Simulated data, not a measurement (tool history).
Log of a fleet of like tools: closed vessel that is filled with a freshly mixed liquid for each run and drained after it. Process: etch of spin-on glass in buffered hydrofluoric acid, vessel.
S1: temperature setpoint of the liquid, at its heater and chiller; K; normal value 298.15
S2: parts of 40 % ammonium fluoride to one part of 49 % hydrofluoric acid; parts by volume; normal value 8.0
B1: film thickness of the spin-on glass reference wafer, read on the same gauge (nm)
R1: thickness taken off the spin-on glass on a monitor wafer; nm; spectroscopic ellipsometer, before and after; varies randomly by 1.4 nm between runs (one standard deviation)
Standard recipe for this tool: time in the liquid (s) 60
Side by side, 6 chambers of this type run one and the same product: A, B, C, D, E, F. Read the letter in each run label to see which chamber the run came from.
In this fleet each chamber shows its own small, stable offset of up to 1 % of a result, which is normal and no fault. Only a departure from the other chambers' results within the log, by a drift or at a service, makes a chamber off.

run 1B hour=8.3 | S1=298.15 S2=8.0 time_in_the_liquid_(s)=60 | B1=79.962 | R1=269.75
run 2E hour=18.5 | S1=298.15 S2=8.0 time_in_the_liquid_(s)=60 | B1=79.981 | R1=271.91
run 3C hour=30.9 | S1=298.15 S2=8.0 time_in_the_liquid_(s)=60 | B1=80.004 | R1=270.29
run 4A hour=44.8 | S1=298.15 S2=8.0 time_in_the_liquid_(s)=60 | B1=80.043 | R1=267.94
run 5F hour=61.2 | S1=300.15 S2=8.0 time_in_the_liquid_(s)=60 | B1=80.011 | R1=302.65
-- hour=63.1 chamber F: thermometer replaced
run 6D hour=73.0 | S1=300.15 S2=8.0 time_in_the_liquid_(s)=60 | B1=79.955 | R1=301.45
run 7F hour=80.3 | S1=300.15 S2=8.0 time_in_the_liquid_(s)=60 | B1=79.947 | R1=307.02
run 8D hour=91.0 | S1=300.15 S2=8.0 time_in_the_liquid_(s)=60 | B1=80.013 | R1=300.98
run 9A hour=99.6 | S1=300.15 S2=8.0 time_in_the_liquid_(s)=60 | B1=79.982 | R1=297.68
run 10B hour=108.9 | S1=300.15 S2=8.0 time_in_the_liquid_(s)=60 | B1=79.991 | R1=300.99
-- hour=117.5 chamber B: hydrofluoric acid flow meter replaced
-- hour=121.3 chamber E: thermometer replaced
run 11C hour=123.1 | S1=298.15 S2=8.0 time_in_the_liquid_(s)=60 | B1=80.019 | R1=266.46
run 12E hour=135.5 | S1=298.15 S2=8.0 time_in_the_liquid_(s)=60 | B1=80.039 | R1=273.66
run 13F hour=143.9 | S1=298.15 S2=8.0 time_in_the_liquid_(s)=60 | B1=80.014 | R1=273.10
run 14A hour=153.1 | S1=298.15 S2=8.0 time_in_the_liquid_(s)=60 | B1=80.021 | R1=267.78
run 15C hour=164.2 | S1=298.15 S2=8.0 time_in_the_liquid_(s)=60 | B1=79.992 | R1=268.80
run 16E hour=173.3 | S1=298.15 S2=8.0 time_in_the_liquid_(s)=60 | B1=79.992 | R1=270.99
run 17D hour=186.0 | S1=298.15 S2=8.0 time_in_the_liquid_(s)=60 | B1=80.029 | R1=269.53
-- hour=198.6 chamber D: thermometer replaced
run 18B hour=200.0 | S1=298.15 S2=8.0 time_in_the_liquid_(s)=60 | B1=80.024 | R1=270.54
-- hour=207.3 chamber A: thermometer replaced
run 19D hour=207.8 | S1=303.15 S2=6.5 time_in_the_liquid_(s)=60 | B1=80.012 | R1=436.49
run 20C hour=215.0 | S1=303.15 S2=6.5 time_in_the_liquid_(s)=60 | B1=80.006 | R1=427.67
run 21A hour=230.8 | S1=303.15 S2=6.5 time_in_the_liquid_(s)=60 | B1=79.965 | R1=432.12
run 22F hour=241.2 | S1=303.15 S2=6.5 time_in_the_liquid_(s)=60 | B1=79.981 | R1=439.39
run 23B hour=255.7 | S1=303.15 S2=6.5 time_in_the_liquid_(s)=60 | B1=80.030 | R1=432.10
run 24E hour=265.2 | S1=303.15 S2=6.5 time_in_the_liquid_(s)=60 | B1=79.978 | R1=435.42
run 25F hour=274.5 | S1=298.15 S2=8.0 time_in_the_liquid_(s)=60 | B1=80.012 | R1=274.60
-- hour=276.4 chamber C: hydrofluoric acid flow meter replaced
-- hour=283.3 chamber C: thermometer replaced
run 26C hour=285.1 | S1=298.15 S2=8.0 time_in_the_liquid_(s)=60 | B1=80.012 | R1=272.33
run 27A hour=297.7 | S1=298.15 S2=8.0 time_in_the_liquid_(s)=60 | B1=80.017 | R1=268.49
run 28B hour=309.6 | S1=298.15 S2=8.0 time_in_the_liquid_(s)=60 | B1=79.980 | R1=264.39
run 29D hour=320.5 | S1=298.15 S2=8.0 time_in_the_liquid_(s)=60 | B1=79.999 | R1=267.35
run 30E hour=328.8 | S1=298.15 S2=8.0 time_in_the_liquid_(s)=60 | B1=80.056 | R1=269.18
run 31C hour=344.0 | S1=298.15 S2=8.0 time_in_the_liquid_(s)=60 | B1=79.970 | R1=271.33
run 32F hour=355.4 | S1=298.15 S2=8.0 time_in_the_liquid_(s)=60 | B1=80.014 | R1=273.24
run 33A hour=368.5 | S1=298.15 S2=8.0 time_in_the_liquid_(s)=60 | B1=80.008 | R1=268.72
run 34B hour=376.0 | S1=298.15 S2=8.0 time_in_the_liquid_(s)=60 | B1=79.999 | R1=259.87
run 35E hour=383.8 | S1=298.15 S2=8.0 time_in_the_liquid_(s)=60 | B1=79.984 | R1=274.18
run 36D hour=398.4 | S1=298.15 S2=8.0 time_in_the_liquid_(s)=60 | B1=80.021 | R1=270.25
run 37E hour=407.3 | S1=298.15 S2=8.0 time_in_the_liquid_(s)=60 | B1=79.991 | R1=272.92
run 38F hour=422.7 | S1=298.15 S2=8.0 time_in_the_liquid_(s)=60 | B1=80.042 | R1=272.71
run 39C hour=435.1 | S1=298.15 S2=8.0 time_in_the_liquid_(s)=60 | B1=80.029 | R1=270.74
run 40D hour=443.3 | S1=302.15 S2=5.5 time_in_the_liquid_(s)=60 | B1=80.050 | R1=479.92
run 41A hour=457.6 | S1=302.15 S2=5.5 time_in_the_liquid_(s)=60 | B1=79.996 | R1=466.38
run 42B hour=466.3 | S1=302.15 S2=5.5 time_in_the_liquid_(s)=60 | B1=79.986 | R1=452.59
run 43E hour=476.8 | S1=302.15 S2=5.5 time_in_the_liquid_(s)=60 | B1=79.968 | R1=481.92
run 44F hour=490.9 | S1=302.15 S2=5.5 time_in_the_liquid_(s)=60 | B1=79.982 | R1=483.33

Has any chamber moved away from the others, gradually or after a service, or does the common gauge drift, or do the chambers differ only by their own small steady offsets? State the chamber and the most likely cause if one applies.

One chamber, B, drifts off from the rest bit by bit.
Cause: liquid colder than its thermometer reads (K) = 1.14.
With only this log, it may be confused with: hydrofluoric acid flow below the setpoint (%).

Chamber B could run next with any of the 4 candidate recipes listed below; each alters the usual settings, and their results appear as question marks. Which one brings its results back in line with what the other chambers deliver on the usual settings?
In-line tolerance around the mean of the other chambers on the usual settings: R1 5.10 nm
run 45B-1 hour=502.7 | S1=298.15 S2=8.5 time_in_the_liquid_(s)=60 | R1=?
run 45B-2 hour=502.7 | S1=298.15 S2=9.0 time_in_the_liquid_(s)=60 | R1=?
run 45B-3 hour=502.7 | S1=298.15 S2=7.5 time_in_the_liquid_(s)=60 | R1=?
run 45B-4 hour=502.7 | S1=300.65 S2=8.0 time_in_the_liquid_(s)=60 | R1=?

Average result of the remaining chambers running the usual settings: R1 270.93 nm
run=45B-1 R1=237.97
run=45B-2 R1=223.63
run=45B-3 R1=272.80
run=45B-4 R1=290.76
The answer is 45B-3, which returns the chamber to within the allowed miss of the others.
